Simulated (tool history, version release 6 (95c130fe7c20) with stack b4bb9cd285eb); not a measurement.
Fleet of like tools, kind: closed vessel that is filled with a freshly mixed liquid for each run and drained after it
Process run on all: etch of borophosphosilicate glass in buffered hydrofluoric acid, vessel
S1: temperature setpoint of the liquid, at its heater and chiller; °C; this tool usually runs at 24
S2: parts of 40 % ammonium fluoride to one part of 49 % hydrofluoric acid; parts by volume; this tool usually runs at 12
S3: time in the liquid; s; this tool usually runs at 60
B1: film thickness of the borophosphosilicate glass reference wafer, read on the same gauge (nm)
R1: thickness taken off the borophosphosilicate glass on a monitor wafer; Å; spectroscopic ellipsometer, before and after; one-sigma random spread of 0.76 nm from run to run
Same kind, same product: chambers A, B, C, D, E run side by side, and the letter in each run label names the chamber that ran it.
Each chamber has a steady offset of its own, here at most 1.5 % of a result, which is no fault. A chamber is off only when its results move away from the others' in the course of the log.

run 1B day=0.167 | S1=24 S2=12 S3=60 | B1=140.02 | R1=1507.6
run 2A day=0.454 | S1=24 S2=12 S3=60 | B1=140.02 | R1=1475.5
run 3E day=0.642 | S1=24 S2=12 S3=60 | B1=140 | R1=1481.7
run 4C day=0.833 | S1=24 S2=12 S3=60 | B1=140 | R1=1476.9
run 5D day=1.071 | S1=26.5 S2=15 S3=60 | B1=140 | R1=1368.1
run 6E day=1.429 | S1=26.5 S2=15 S3=60 | B1=139.97 | R1=1371.2
run 7C day=1.733 | S1=26.5 S2=15 S3=60 | B1=139.99 | R1=1375.5
run 8B day=1.929 | S1=26.5 S2=15 S3=60 | B1=140.01 | R1=1390.1
run 9A day=2.279 | S1=26.5 S2=15 S3=60 | B1=139.99 | R1=1362
run 10D day=2.588 | S1=24 S2=12 S3=60 | B1=139.99 | R1=1489.9
run 11E day=2.779 | S1=24 S2=12 S3=60 | B1=140 | R1=1493.2
run 12C day=3.092 | S1=24 S2=12 S3=60 | B1=140.01 | R1=1499.3
run 13D day=3.308 | S1=24 S2=12 S3=60 | B1=140.01 | R1=1498.2
run 14A day=3.512 | S1=24 S2=12 S3=60 | B1=139.99 | R1=1477.8
-- day=3.742 chamber E: hydrofluoric acid flow meter replaced
run 15B day=3.775 | S1=24 S2=12 S3=60 | B1=140.02 | R1=1522.7
run 16D day=4.071 | S1=24 S2=12 S3=60 | B1=140.01 | R1=1489
run 17A day=4.296 | S1=27 S2=12 S3=75 | B1=140.03 | R1=2160.8
run 18B day=4.496 | S1=27 S2=12 S3=75 | B1=140.03 | R1=2195.2
run 19C day=4.771 | S1=27 S2=12 S3=75 | B1=140.01 | R1=2178.7
run 20E day=4.983 | S1=27 S2=12 S3=75 | B1=139.96 | R1=2203.5
run 21A day=5.162 | S1=27 S2=12 S3=75 | B1=139.98 | R1=2158.1
run 22E day=5.379 | S1=24 S2=12 S3=60 | B1=140.04 | R1=1486.1
run 23D day=5.642 | S1=24 S2=12 S3=60 | B1=140 | R1=1492.4
-- day=5.904 chamber C: thermometer replaced
run 24C day=5.904 | S1=24 S2=12 S3=60 | B1=140.03 | R1=1487.2
run 25B day=6.129 | S1=24 S2=12 S3=60 | B1=139.98 | R1=1479.3
run 26D day=6.4 | S1=24 S2=14.5 S3=30 | B1=140 | R1=620.35
run 27A day=6.717 | S1=24 S2=14.5 S3=30 | B1=139.96 | R1=615.32
run 28C day=7.004 | S1=24 S2=14.5 S3=30 | B1=139.99 | R1=617.26
run 29E day=7.329 | S1=24 S2=14.5 S3=30 | B1=140.01 | R1=621.73
run 30B day=7.492 | S1=24 S2=14.5 S3=30 | B1=140.04 | R1=613.98
run 31C day=7.862 | S1=24 S2=9 S3=60 | B1=139.98 | R1=1898.9
run 32B day=8.125 | S1=24 S2=9 S3=60 | B1=139.99 | R1=1893
run 33A day=8.346 | S1=24 S2=9 S3=60 | B1=139.98 | R1=1891
run 34E day=8.704 | S1=24 S2=9 S3=60 | B1=140.01 | R1=1910.3
run 35D day=8.983 | S1=24 S2=9 S3=60 | B1=140.01 | R1=1916.5
run 36A day=9.312 | S1=24 S2=12 S3=60 | B1=139.97 | R1=1469.9
-- day=9.538 chamber A: hydrofluoric acid flow meter replaced
run 37D day=9.562 | S1=24 S2=12 S3=60 | B1=139.96 | R1=1484.3
run 38C day=9.904 | S1=24 S2=12 S3=60 | B1=139.98 | R1=1492.9
run 39E day=10.229 | S1=24 S2=12 S3=60 | B1=140.01 | R1=1495.1
run 40B day=10.408 | S1=24 S2=12 S3=60 | B1=140.02 | R1=1429.5
run 41A day=10.571 | S1=24 S2=12 S3=60 | B1=140.03 | R1=1484.6
run 42B day=10.75 | S1=24 S2=9 S3=60 | B1=139.99 | R1=1850.6
run 43C day=11.067 | S1=24 S2=9 S3=60 | B1=140.01 | R1=1886.7

All chambers now run identical settings, listed one chamber a line with results as question marks. What results will each chamber show?
run 44A day=11.329 | S1=22 S2=12 S3=60 | R1=?
run 44B day=11.329 | S1=22 S2=12 S3=60 | R1=?
run 44C day=11.329 | S1=22 S2=12 S3=60 | R1=?
run 44D day=11.329 | S1=22 S2=12 S3=60 | R1=?
run 44E day=11.329 | S1=22 S2=12 S3=60 | R1=?

run=44A R1=1324.9
run=44B R1=1273.4
run=44C R1=1342.5
run=44D R1=1344
run=44E R1=1346.6
